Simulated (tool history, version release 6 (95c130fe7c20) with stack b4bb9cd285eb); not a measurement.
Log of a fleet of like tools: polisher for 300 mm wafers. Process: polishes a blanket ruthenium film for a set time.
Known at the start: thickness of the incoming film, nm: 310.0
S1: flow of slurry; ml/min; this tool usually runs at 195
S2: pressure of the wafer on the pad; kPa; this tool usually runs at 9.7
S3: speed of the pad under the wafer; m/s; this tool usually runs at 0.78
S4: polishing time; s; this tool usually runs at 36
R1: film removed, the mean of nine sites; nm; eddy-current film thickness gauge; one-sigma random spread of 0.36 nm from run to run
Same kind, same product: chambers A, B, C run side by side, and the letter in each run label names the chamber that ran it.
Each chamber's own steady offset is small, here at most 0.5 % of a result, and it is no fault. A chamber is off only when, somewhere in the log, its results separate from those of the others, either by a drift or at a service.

At hour 1: chamber B: slurry nozzle cleaned.
Run 1A, hour 4.6: usual settings. Result: R1 25.718 nm.
Run 2C, hour 8.9: usual settings. Result: R1 26.195 nm.
Run 3B, hour 12.3: usual settings. Result: R1 26.54 nm.
At hour 15.3: chamber A: worn pad replaced by a new one.
Run 4A, hour 16.1: usual settings. Result: R1 25.599 nm.
Run 5C, hour 20.4: usual settings. Result: R1 26.177 nm.
At hour 25.3: chamber C: worn pad replaced by a new one.
Run 6B, hour 25.4: usual settings. Result: R1 25.998 nm.
Run 7B, hour 28.4: usual settings. Result: R1 26.555 nm.
Run 8C, hour 33.4: usual settings. Result: R1 25.876 nm.
At hour 37: chamber A: slurry nozzle cleaned.
Run 9A, hour 38: usual settings. Result: R1 25.541 nm.
Run 10B, hour 41.3: usual settings. Result: R1 26.43 nm.
Run 11A, hour 44.8: usual settings. Result: R1 26.413 nm.
Run 12C, hour 48.2: usual settings. Result: R1 25.993 nm.
Run 13B, hour 52.6: usual settings. Result: R1 26.659 nm.
Run 14A, hour 55.9: usual settings. Result: R1 26.151 nm.
At hour 59.7: chamber B: worn pad replaced by a new one.
Run 15C, hour 59.7: usual settings. Result: R1 25.681 nm.
Run 16C, hour 62.2: usual settings. Result: R1 26.707 nm.
Run 17A, hour 66.2: usual settings. Result: R1 26.141 nm.
Run 18B, hour 70.8: usual settings. Result: R1 26.222 nm.
Run 19B, hour 73.4: usual settings. Result: R1 25.833 nm.
Run 20A, hour 78.7: usual settings. Result: R1 26.954 nm.
Run 21C, hour 82.4: usual settings. Result: R1 26.789 nm.
Run 22B, hour 84.9: usual settings. Result: R1 25.826 nm.
Run 23A, hour 88.8: usual settings but S2 8.3 kPa, S4 44 s. Result: R1 27.398 nm.
Run 24C, hour 92.7: usual settings but S2 8.3 kPa, S4 44 s. Result: R1 26.958 nm.
Run 25A, hour 95.2: usual settings but S2 8.3 kPa, S4 44 s. Result: R1 27.981 nm.
Run 26B, hour 100: usual settings but S2 6.2 kPa. Result: R1 16.505 nm.
At hour 101.9: chamber A: head pressure recalibrated.
Run 27C, hour 103.8: usual settings but S2 6.2 kPa. Result: R1 16.896 nm.
Run 28B, hour 106.4: usual settings but S2 6.2 kPa. Result: R1 16.74 nm.
Run 29A, hour 108.9: usual settings but S1 150 ml/min, S2 12.4 kPa. Result: R1 31.851 nm.
Run 30C, hour 111.5: usual settings but S1 150 ml/min, S2 12.4 kPa. Result: R1 31.708 nm.
Run 31A, hour 114.9: usual settings but S1 150 ml/min, S2 12.4 kPa. Result: R1 31.934 nm.
Run 32C, hour 118.1: usual settings. Result: R1 25.845 nm.
Run 33B, hour 121.2: usual settings. Result: R1 26.233 nm.
At hour 124.5: chamber C: slurry nozzle cleaned.
Run 34A, hour 124.9: usual settings. Result: R1 26.036 nm.
At hour 127.7: chamber B: head pressure recalibrated.
Run 35B, hour 129: usual settings. Result: R1 26.099 nm.
Run 36C, hour 134.2: usual settings. Result: R1 26.451 nm.
At hour 135.3: chamber C: worn pad replaced by a new one.
Run 37B, hour 138.1: usual settings. Result: R1 26.109 nm.
Run 38A, hour 142: usual settings but S2 6.9 kPa. Result: R1 18.464 nm.
Run 39C, hour 145.1: usual settings but S2 6.9 kPa. Result: R1 18.225 nm.
Run 40C, hour 149.4: usual settings but S2 6.9 kPa. Result: R1 18.5 nm.
Run 41B, hour 152: usual settings. Result: R1 27.163 nm.
Run 42A, hour 157.5: usual settings but S2 8.3 kPa, S4 43 s. Result: R1 26.674 nm.
Run 43A, hour 162: usual settings but S2 8.3 kPa, S4 43 s. Result: R1 26.859 nm.
Run 44B, hour 166.9: usual settings but S2 8.3 kPa, S4 43 s. Result: R1 26.7 nm.

Is one chamber out of step, is the gauge drifting, or do the chambers differ by no more than their own small offsets? For an off chamber, give its letter and the likeliest cause.

No chamber stands off beyond its own small offset, and the gauge holds steady.
